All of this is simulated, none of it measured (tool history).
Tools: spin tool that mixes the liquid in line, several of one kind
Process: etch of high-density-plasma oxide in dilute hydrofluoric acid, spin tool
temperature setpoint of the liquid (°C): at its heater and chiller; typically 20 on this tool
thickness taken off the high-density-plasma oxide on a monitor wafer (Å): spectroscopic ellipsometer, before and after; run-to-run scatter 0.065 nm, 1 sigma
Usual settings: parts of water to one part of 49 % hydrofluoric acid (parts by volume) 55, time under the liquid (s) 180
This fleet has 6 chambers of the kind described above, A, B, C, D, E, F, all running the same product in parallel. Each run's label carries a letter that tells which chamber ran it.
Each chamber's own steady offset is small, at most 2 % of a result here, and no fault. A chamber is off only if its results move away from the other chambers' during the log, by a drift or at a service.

run	day	temperature setpoint of the liquid (°C)	parts of water to one part of 49 % hydrofluoric acid (parts by volume)	time under the liquid (s)	hours since the thermometer was replaced	hours since the hydrofluoric acid flow meter was replaced	read-back film thickness of the high-density-plasma oxide reference wafer, read on the same gauge (nm)	thickness taken off the high-density-plasma oxide on a monitor wafer (Å)
1C	0.267	20	55	180	92.3	385.7	99.974	201.63
2B	0.596	20	55	180	911.9	800.9	99.998	202.76
# day 0.912: chamber C: hydrofluoric acid flow meter replaced
3E	1.000	20	55	180	73.5	798.1	100.010	200.86
4D	1.400	20	55	180	575.5	828.6	99.999	201.30
5A	1.833	20	55	180	616.2	273.2	99.998	201.09
6F	2.200	20	55	180	1343.9	224.1	99.997	204.79
# day 2.288: chamber B: hydrofluoric acid flow meter replaced
7A	2.538	20	55	180	633.1	290.1	99.991	202.25
8B	2.950	20	55	180	968.4	16.0	100.030	201.93
# day 3.004: chamber F: thermometer replaced
9C	3.317	20	55	180	165.5	57.8	100.010	201.18
10E	3.525	20	55	180	134.1	858.7	99.991	201.01
11D	3.975	20	55	180	637.3	890.4	100.010	201.18
12F	4.396	20	55	180	33.4	276.8	100.010	204.41
13B	4.821	20	55	180	1013.3	60.9	100.010	201.55
14F	5.275	20	55	180	54.5	297.9	99.990	205.11
# day 5.442: chamber D: hydrofluoric acid flow meter replaced
15A	5.562	20	55	180	705.7	362.7	100.010	202.35
16D	5.871	20	65	265	682.8	10.3	100.030	248.97
17C	6.088	20	65	265	232.0	124.3	99.999	247.64
18E	6.458	20	65	265	204.5	929.1	100.020	242.99
19F	6.771	20	65	265	90.4	333.8	100.010	252.15
20D	7.125	20	65	265	712.9	40.4	100.010	249.56
21E	7.375	20	65	265	226.5	951.1	99.985	242.35
22A	7.679	20	55	105	756.5	413.5	100.020	117.63
23B	8.104	20	55	105	1092.1	139.7	99.968	117.20
24C	8.542	20	55	105	290.9	183.2	100.020	117.31
25B	8.838	20	55	105	1109.7	157.3	99.987	117.11
26F	9.192	20	55	105	148.5	391.9	99.973	119.68
27A	9.529	20	55	105	800.9	457.9	100.030	117.61
28D	9.746	20	55	180	775.8	103.3	99.997	202.39
29C	10.212	20	55	180	331.0	223.3	99.992	200.50
30E	10.550	20	55	180	302.7	1027.3	100.010	195.38
31B	10.996	20	55	180	1161.5	209.1	99.991	201.64
32E	11.283	20	55	180	320.3	1044.9	100.020	194.76
33C	11.558	20	55	180	363.3	255.6	100.010	201.48
34A	11.908	20	55	180	858.0	515.0	99.998	201.92
35D	12.238	17	30	180	835.6	163.1	100.000	331.88
36F	12.521	17	30	180	228.4	471.8	99.980	342.57
37C	12.829	17	30	180	393.8	286.1	100.000	331.06
38D	13.204	17	30	180	858.8	186.3	99.977	333.04
39E	13.417	17	30	180	371.5	1096.1	99.997	323.90
40A	13.742	17	30	180	902.0	559.0	99.998	337.61
41B	14.129	20	55	180	1236.7	284.3	100.000	202.02

For the next run the whole fleet of 6 chambers uses the same settings. Give each chamber's results:
42A	14.471	20	35	180				?
42B	14.471	20	35	180				?
42C	14.471	20	35	180				?
42D	14.471	20	35	180				?
42E	14.471	20	35	180				?
42F	14.471	20	35	180				?

run	thickness taken off the high-density-plasma oxide on a monitor wafer (Å)
42A	327.43
42B	322.80
42C	320.61
42D	321.99
42E	311.13
42F	333.40
